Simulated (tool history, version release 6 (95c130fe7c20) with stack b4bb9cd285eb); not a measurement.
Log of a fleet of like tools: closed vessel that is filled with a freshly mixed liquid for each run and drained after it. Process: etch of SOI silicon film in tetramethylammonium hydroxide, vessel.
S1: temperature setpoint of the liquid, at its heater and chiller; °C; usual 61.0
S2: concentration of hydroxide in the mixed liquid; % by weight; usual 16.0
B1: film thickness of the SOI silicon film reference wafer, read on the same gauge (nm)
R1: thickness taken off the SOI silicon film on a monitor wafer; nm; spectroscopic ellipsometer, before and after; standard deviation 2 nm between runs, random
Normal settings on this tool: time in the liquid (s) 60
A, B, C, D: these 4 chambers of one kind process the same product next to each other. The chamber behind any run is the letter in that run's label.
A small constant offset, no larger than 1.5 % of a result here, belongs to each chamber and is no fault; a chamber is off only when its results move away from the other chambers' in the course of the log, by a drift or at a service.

{"run": "1D", "hour": 6.0, "S1": 61.0, "S2": 16.0, "time in the liquid (s)": 60, "B1": 70.008, "R1": 207.86}
{"run": "2C", "hour": 12.8, "S1": 61.0, "S2": 16.0, "time in the liquid (s)": 60, "B1": 69.979, "R1": 207.79}
{"run": "3B", "hour": 18.2, "S1": 61.0, "S2": 16.0, "time in the liquid (s)": 60, "B1": 69.992, "R1": 210.64}
{"run": "4A", "hour": 27.6, "S1": 61.0, "S2": 16.0, "time in the liquid (s)": 60, "B1": 69.998, "R1": 206.99}
{"run": "5B", "hour": 36.2, "S1": 61.0, "S2": 16.0, "time in the liquid (s)": 60, "B1": 70.006, "R1": 212.06}
{"run": "6A", "hour": 44.8, "S1": 61.0, "S2": 16.0, "time in the liquid (s)": 60, "B1": 70.006, "R1": 211.78}
{"run": "7C", "hour": 51.9, "S1": 56.5, "S2": 11.5, "time in the liquid (s)": 60, "B1": 69.975, "R1": 185.27}
{"run": "8D", "hour": 57.6, "S1": 56.5, "S2": 11.5, "time in the liquid (s)": 60, "B1": 69.982, "R1": 176.77}
{"run": "9A", "hour": 62.1, "S1": 56.5, "S2": 11.5, "time in the liquid (s)": 60, "B1": 69.981, "R1": 183.21}
{"hour": 68.6, "done": "chamber B: hydroxide flow meter replaced"}
{"run": "10D", "hour": 71.2, "S1": 56.5, "S2": 11.5, "time in the liquid (s)": 60, "B1": 69.998, "R1": 178.02}
{"run": "11B", "hour": 76.9, "S1": 61.0, "S2": 16.0, "time in the liquid (s)": 60, "B1": 69.97, "R1": 214.12}
{"run": "12C", "hour": 84.0, "S1": 61.0, "S2": 16.0, "time in the liquid (s)": 60, "B1": 70.018, "R1": 210.21}
{"run": "13B", "hour": 89.4, "S1": 61.0, "S2": 12.5, "time in the liquid (s)": 30, "B1": 69.98, "R1": 117.77}
{"run": "14C", "hour": 97.7, "S1": 61.0, "S2": 12.5, "time in the liquid (s)": 30, "B1": 70.006, "R1": 119.17}
{"run": "15A", "hour": 106.2, "S1": 61.0, "S2": 12.5, "time in the liquid (s)": 30, "B1": 69.99, "R1": 117.03}
{"run": "16D", "hour": 111.2, "S1": 61.0, "S2": 12.5, "time in the liquid (s)": 30, "B1": 69.98, "R1": 113.48}
{"run": "17C", "hour": 120.8, "S1": 61.0, "S2": 16.0, "time in the liquid (s)": 60, "B1": 70.047, "R1": 207.64}
{"run": "18B", "hour": 128.1, "S1": 61.0, "S2": 16.0, "time in the liquid (s)": 60, "B1": 69.989, "R1": 210.32}
{"run": "19D", "hour": 134.5, "S1": 61.0, "S2": 16.0, "time in the liquid (s)": 60, "B1": 70.041, "R1": 199.06}
{"run": "20A", "hour": 141.2, "S1": 61.0, "S2": 16.0, "time in the liquid (s)": 60, "B1": 70.018, "R1": 207.21}
{"run": "21D", "hour": 147.6, "S1": 61.0, "S2": 13.0, "time in the liquid (s)": 85, "B1": 69.99, "R1": 302.56}
{"run": "22B", "hour": 156.6, "S1": 61.0, "S2": 13.0, "time in the liquid (s)": 85, "B1": 69.992, "R1": 328.22}
{"run": "23A", "hour": 162.4, "S1": 61.0, "S2": 13.0, "time in the liquid (s)": 85, "B1": 70.012, "R1": 325.31}
{"run": "24C", "hour": 169.4, "S1": 61.0, "S2": 13.0, "time in the liquid (s)": 85, "B1": 70.006, "R1": 320.05}
{"run": "25B", "hour": 176.4, "S1": 61.0, "S2": 16.0, "time in the liquid (s)": 60, "B1": 69.964, "R1": 212.71}

Predict what each chamber gives when all 4 of them run the settings below next.
{"run": "26A", "hour": 183.9, "S1": 61.0, "S2": 16.0, "time in the liquid (s)": 60, "R1": "?"}
{"run": "26B", "hour": 183.9, "S1": 61.0, "S2": 16.0, "time in the liquid (s)": 60, "R1": "?"}
{"run": "26C", "hour": 183.9, "S1": 61.0, "S2": 16.0, "time in the liquid (s)": 60, "R1": "?"}
{"run": "26D", "hour": 183.9, "S1": 61.0, "S2": 16.0, "time in the liquid (s)": 60, "R1": "?"}

run=26A R1=211.50
run=26B R1=211.32
run=26C R1=210.66
run=26D R1=186.24

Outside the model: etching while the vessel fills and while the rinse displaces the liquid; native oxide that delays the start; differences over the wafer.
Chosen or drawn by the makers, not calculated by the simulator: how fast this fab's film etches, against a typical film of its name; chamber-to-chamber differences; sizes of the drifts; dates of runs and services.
